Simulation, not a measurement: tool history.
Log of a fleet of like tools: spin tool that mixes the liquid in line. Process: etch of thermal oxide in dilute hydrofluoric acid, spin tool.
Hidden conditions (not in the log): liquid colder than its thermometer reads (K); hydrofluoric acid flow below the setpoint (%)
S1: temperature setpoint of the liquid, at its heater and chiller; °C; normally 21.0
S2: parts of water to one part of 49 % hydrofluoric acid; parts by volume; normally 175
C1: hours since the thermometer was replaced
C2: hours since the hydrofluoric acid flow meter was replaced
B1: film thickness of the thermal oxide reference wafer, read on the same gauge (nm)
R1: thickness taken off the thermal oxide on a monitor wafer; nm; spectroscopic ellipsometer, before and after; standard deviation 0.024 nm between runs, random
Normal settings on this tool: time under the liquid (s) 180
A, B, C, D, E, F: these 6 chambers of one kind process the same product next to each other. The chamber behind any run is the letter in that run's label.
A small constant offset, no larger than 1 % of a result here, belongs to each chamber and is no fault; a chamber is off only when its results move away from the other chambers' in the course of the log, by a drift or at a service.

{"run": "1D", "day": 0.129, "S1": 21.0, "S2": 175, "time under the liquid (s)": 180, "C1": 200.2, "C2": 1822.5, "B1": 129.99, "R1": 3.9323}
{"run": "2B", "day": 0.258, "S1": 21.0, "S2": 175, "time under the liquid (s)": 180, "C1": 1019.6, "C2": 310.7, "B1": 130.02, "R1": 3.9751}
{"run": "3C", "day": 0.458, "S1": 21.0, "S2": 175, "time under the liquid (s)": 180, "C1": 1100.9, "C2": 1201.1, "B1": 130.02, "R1": 3.9845}
{"run": "4F", "day": 0.717, "S1": 21.0, "S2": 175, "time under the liquid (s)": 180, "C1": 268.5, "C2": 1059.4, "B1": 130.0, "R1": 3.9614}
{"run": "5A", "day": 0.967, "S1": 21.0, "S2": 175, "time under the liquid (s)": 180, "C1": 645.4, "C2": 1924.9, "B1": 130.01, "R1": 3.9447}
{"run": "6E", "day": 1.092, "S1": 21.0, "S2": 175, "time under the liquid (s)": 180, "C1": 106.6, "C2": 463.5, "B1": 130.02, "R1": 3.9071}
{"run": "7E", "day": 1.342, "S1": 21.0, "S2": 175, "time under the liquid (s)": 180, "C1": 112.6, "C2": 469.5, "B1": 130.01, "R1": 3.9424}
{"run": "8A", "day": 1.525, "S1": 21.0, "S2": 175, "time under the liquid (s)": 180, "C1": 658.8, "C2": 1938.3, "B1": 130.02, "R1": 3.9254}
{"run": "9F", "day": 1.658, "S1": 21.0, "S2": 175, "time under the liquid (s)": 180, "C1": 291.1, "C2": 1082.0, "B1": 129.97, "R1": 3.8986}
{"run": "10D", "day": 1.862, "S1": 21.0, "S2": 175, "time under the liquid (s)": 180, "C1": 241.8, "C2": 1864.1, "B1": 129.99, "R1": 3.8902}
{"run": "11C", "day": 1.992, "S1": 21.0, "S2": 175, "time under the liquid (s)": 260, "C1": 1137.7, "C2": 1237.9, "B1": 129.99, "R1": 5.6593}
{"run": "12B", "day": 2.125, "S1": 21.0, "S2": 175, "time under the liquid (s)": 260, "C1": 1064.4, "C2": 355.5, "B1": 130.0, "R1": 5.7356}
{"run": "13E", "day": 2.371, "S1": 21.0, "S2": 175, "time under the liquid (s)": 260, "C1": 137.3, "C2": 494.2, "B1": 130.0, "R1": 5.6725}
{"run": "14A", "day": 2.625, "S1": 21.0, "S2": 175, "time under the liquid (s)": 260, "C1": 685.2, "C2": 1964.7, "B1": 130.02, "R1": 5.7274}
{"run": "15C", "day": 2.754, "S1": 21.0, "S2": 175, "time under the liquid (s)": 260, "C1": 1156.0, "C2": 1256.2, "B1": 130.02, "R1": 5.6018}
{"run": "16F", "day": 2.988, "S1": 21.0, "S2": 175, "time under the liquid (s)": 260, "C1": 323.0, "C2": 1113.9, "B1": 129.99, "R1": 5.7485}
{"run": "17B", "day": 3.238, "S1": 21.0, "S2": 175, "time under the liquid (s)": 180, "C1": 1091.1, "C2": 382.2, "B1": 129.99, "R1": 3.9457}
{"run": "18D", "day": 3.5, "S1": 21.0, "S2": 175, "time under the liquid (s)": 180, "C1": 281.1, "C2": 1903.4, "B1": 130.03, "R1": 3.9131}
{"run": "19C", "day": 3.667, "S1": 21.0, "S2": 175, "time under the liquid (s)": 180, "C1": 1177.9, "C2": 1278.1, "B1": 129.96, "R1": 3.9922}
{"run": "20F", "day": 3.917, "S1": 21.0, "S2": 175, "time under the liquid (s)": 180, "C1": 345.3, "C2": 1136.2, "B1": 130.01, "R1": 3.9398}
{"run": "21E", "day": 4.154, "S1": 21.0, "S2": 135, "time under the liquid (s)": 270, "C1": 180.1, "C2": 537.0, "B1": 129.99, "R1": 7.9889}
{"run": "22B", "day": 4.288, "S1": 21.0, "S2": 135, "time under the liquid (s)": 270, "C1": 1116.3, "C2": 407.4, "B1": 129.99, "R1": 7.804}
{"run": "23A", "day": 4.467, "S1": 21.0, "S2": 135, "time under the liquid (s)": 270, "C1": 729.4, "C2": 2008.9, "B1": 129.99, "R1": 8.0747}
{"run": "24D", "day": 4.629, "S1": 21.0, "S2": 135, "time under the liquid (s)": 270, "C1": 308.2, "C2": 1930.5, "B1": 130.04, "R1": 8.0687}
{"run": "25C", "day": 4.858, "S1": 21.0, "S2": 135, "time under the liquid (s)": 270, "C1": 1206.5, "C2": 1306.7, "B1": 130.03, "R1": 7.8875}
{"run": "26B", "day": 5.008, "S1": 21.0, "S2": 135, "time under the liquid (s)": 270, "C1": 1133.6, "C2": 424.7, "B1": 130.01, "R1": 7.6083}
{"run": "27F", "day": 5.175, "S1": 21.0, "S2": 135, "time under the liquid (s)": 180, "C1": 375.5, "C2": 1166.4, "B1": 129.99, "R1": 5.3073}
{"run": "28A", "day": 5.367, "S1": 21.0, "S2": 135, "time under the liquid (s)": 180, "C1": 751.0, "C2": 2030.5, "B1": 130.03, "R1": 5.4005}
{"run": "29E", "day": 5.542, "S1": 21.0, "S2": 135, "time under the liquid (s)": 180, "C1": 213.4, "C2": 570.3, "B1": 129.98, "R1": 5.3196}
{"run": "30D", "day": 5.788, "S1": 21.0, "S2": 135, "time under the liquid (s)": 180, "C1": 336.0, "C2": 1958.3, "B1": 130.03, "R1": 5.306}
{"run": "31E", "day": 5.996, "S1": 21.0, "S2": 135, "time under the liquid (s)": 180, "C1": 224.3, "C2": 581.2, "B1": 130.0, "R1": 5.3345}
{"run": "32A", "day": 6.112, "S1": 21.0, "S2": 135, "time under the liquid (s)": 180, "C1": 768.9, "C2": 2048.4, "B1": 130.01, "R1": 5.2785}
{"run": "33D", "day": 6.338, "S1": 21.0, "S2": 175, "time under the liquid (s)": 180, "C1": 349.2, "C2": 1971.5, "B1": 130.02, "R1": 3.9398}
{"run": "34F", "day": 6.521, "S1": 21.0, "S2": 175, "time under the liquid (s)": 180, "C1": 407.8, "C2": 1198.7, "B1": 130.01, "R1": 3.912}
{"run": "35B", "day": 6.733, "S1": 21.0, "S2": 175, "time under the liquid (s)": 180, "C1": 1175.0, "C2": 466.1, "B1": 130.02, "R1": 3.6948}
{"run": "36C", "day": 6.929, "S1": 21.0, "S2": 175, "time under the liquid (s)": 180, "C1": 1256.2, "C2": 1356.4, "B1": 130.01, "R1": 3.9257}
{"run": "37C", "day": 7.062, "S1": 21.0, "S2": 175, "time under the liquid (s)": 245, "C1": 1259.4, "C2": 1359.6, "B1": 130.01, "R1": 5.3527}
{"run": "38B", "day": 7.204, "S1": 21.0, "S2": 175, "time under the liquid (s)": 245, "C1": 1186.3, "C2": 477.4, "B1": 129.98, "R1": 4.9904}

Which is it: a chamber that has drifted or been left off by a service, a gauge drift common to all chambers, or only each chamber's usual small offset? If a chamber is off, name it and its likeliest cause.

Little by little, chamber B moves away from the other chambers.
Most likely cause: hydrofluoric acid flow below the setpoint (%) = 6.9.
From this log alone, it may not be told apart from: liquid colder than its thermometer reads (K).

Chamber B could run next with any of the 4 candidate recipes listed below; each alters the usual settings, and their results appear as question marks. Which one brings its results back in line with what the other chambers deliver on the usual settings?
Maximum distance from the other chambers' mean on the usual settings for a result to count as in line: R1 0.0820 nm
{"run": "39B-1", "day": 7.396, "S1": 21.0, "S2": 175, "time under the liquid (s)": 195, "R1": "?"}
{"run": "39B-2", "day": 7.396, "S1": 21.0, "S2": 170, "time under the liquid (s)": 180, "R1": "?"}
{"run": "39B-3", "day": 7.396, "S1": 19.0, "S2": 175, "time under the liquid (s)": 180, "R1": "?"}
{"run": "39B-4", "day": 7.396, "S1": 21.0, "S2": 180, "time under the liquid (s)": 180, "R1": "?"}

The other chambers' mean on the usual settings: R1 3.9316 nm
run=39B-1 R1=3.9363
run=39B-2 R1=3.7596
run=39B-3 R1=3.3653
run=39B-4 R1=3.5145
The right change is 39B-1: it brings the chamber back within the allowed miss of the others.
